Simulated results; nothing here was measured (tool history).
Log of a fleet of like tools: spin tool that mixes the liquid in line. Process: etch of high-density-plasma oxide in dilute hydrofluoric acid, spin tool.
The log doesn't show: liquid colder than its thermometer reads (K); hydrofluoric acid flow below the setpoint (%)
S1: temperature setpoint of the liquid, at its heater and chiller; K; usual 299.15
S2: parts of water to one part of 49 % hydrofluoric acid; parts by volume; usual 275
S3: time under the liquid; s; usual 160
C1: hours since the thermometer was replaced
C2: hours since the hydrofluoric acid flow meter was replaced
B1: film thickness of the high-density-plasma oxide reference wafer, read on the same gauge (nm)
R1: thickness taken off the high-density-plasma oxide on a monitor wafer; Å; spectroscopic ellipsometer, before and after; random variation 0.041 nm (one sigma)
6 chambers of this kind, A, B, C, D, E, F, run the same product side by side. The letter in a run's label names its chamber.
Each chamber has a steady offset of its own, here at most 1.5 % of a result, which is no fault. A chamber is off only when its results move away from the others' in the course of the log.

run	hour	S1	S2	S3	C1	C2	B1	R1
1B	8.9	299.15	275	160	544.3	1480.8	30.004	48.429
2E	13.4	299.15	275	160	370.3	102.3	30.002	49.481
3D	17.6	299.15	275	160	429.7	155.7	29.997	48.875
4C	23.7	299.15	275	160	1751.2	459.6	30.032	48.967
5A	29.9	303.65	150	160	2685.8	646.8	29.98	118.63
6F	34.4	303.65	150	160	1329	1446.5	30.032	120.06
7B	38.7	303.65	150	160	574.1	1510.6	29.979	120.77
8F	48.1	303.65	150	160	1342.7	1460.2	30.012	120.04
9A	56	303.65	150	160	2711.9	672.9	30.005	121.05
10E	65.3	303.65	150	160	422.2	154.2	30.013	122.21
11D	71.1	299.15	275	160	483.2	209.2	30.002	49.013
12C	77	299.15	275	160	1804.5	512.9	29.978	48.485
13E	82.5	299.15	205	160	439.4	171.4	29.987	70.537
14B	89	299.15	205	160	624.4	1560.9	29.992	70.896
15A	97.6	299.15	205	160	2753.5	714.5	29.986	69.17
16D	106.9	299.15	205	160	519	245	29.998	72.376
17C	111.7	299.15	205	160	1839.2	547.6	29.98	69.532
18F	118.8	299.15	205	160	1413.4	1530.9	30.011	70.531
# hour 124.5: chamber A: thermometer replaced
19C	126.1	299.15	275	160	1853.6	562	30.017	48.243
20B	134.4	299.15	275	160	669.8	1606.3	30.001	49.076
21D	141.5	299.15	275	160	553.6	279.6	29.986	48.722
22F	148.6	302.15	275	195	1443.2	1560.7	30.014	65.754
23E	157.9	302.15	275	195	514.8	246.8	30.025	64.777
# hour 162.6: chamber C: thermometer replaced
24A	167.5	302.15	275	195	43.1	784.4	29.989	65.231
25A	172.6	302.15	275	195	48.2	789.5	30.007	65.137
26C	176.7	302.15	275	195	14.2	612.6	30.001	65.985
# hour 180.9: chamber B: thermometer replaced
27F	181.8	302.15	275	195	1476.4	1593.9	29.994	65.22
28D	189	295.15	275	85	601.1	327.1	29.996	22.565
29B	197.5	295.15	275	85	16.6	1669.4	30.004	22.373
30E	204.5	295.15	275	85	561.4	293.4	30.001	21.938
31A	209.3	295.15	275	85	84.9	826.2	30.035	22.087
32B	216.5	295.15	275	85	35.6	1688.4	30.005	22.387
33E	224.3	295.15	275	85	581.2	313.2	30.002	21.991
34F	231.3	299.15	275	160	1525.9	1643.4	30.014	49.608
35C	237.5	299.15	275	160	75	673.4	29.994	49.236
36D	244.1	299.15	275	160	656.2	382.2	29.996	49.473
37B	251.4	299.15	275	160	70.5	1723.3	30.023	47.885
38A	258.7	299.15	275	160	134.3	875.6	30.001	48.754
39C	265.1	299.15	275	160	102.6	701	30.005	49.581
40E	274.6	299.15	275	160	631.5	363.5	30.002	47.822
41D	281.9	299.15	275	160	694	420	30.001	49.048
42F	286.5	299.15	275	160	1581.1	1698.6	29.975	49.241
43F	296	299.15	275	160	1590.6	1708.1	29.995	48.689
44C	301.3	299.15	275	160	138.8	737.2	30.017	48.658

What goes on in this fleet: one chamber off, a drifting gauge, or nothing beyond the chambers' own small offsets? Name the chamber and the cause, if any.

Chamber E drifts away from the others.
Cause: liquid colder than its thermometer reads (K) = 1.43.
The log may not tell that from: hydrofluoric acid flow below the setpoint (%).

Here are 4 candidates for chamber E's next run, each the usual settings with a change, their results left as question marks. Which one brings its results back in line with what the others give on the usual settings?
In line means no further than this from the other chambers' mean on the usual settings: R1 1.4 Å
45E-1	308.1	299.15	270	165				?
45E-2	308.1	299.15	275	175				?
45E-3	308.1	299.15	275	145				?
45E-4	308.1	299.15	280	155				?

The other chambers' mean on the usual settings: R1 48.828 Å
run	R1
45E-1	49.324
45E-2	51.103
45E-3	42.342
45E-4	44.231
45E-1 brings the chamber back in line.
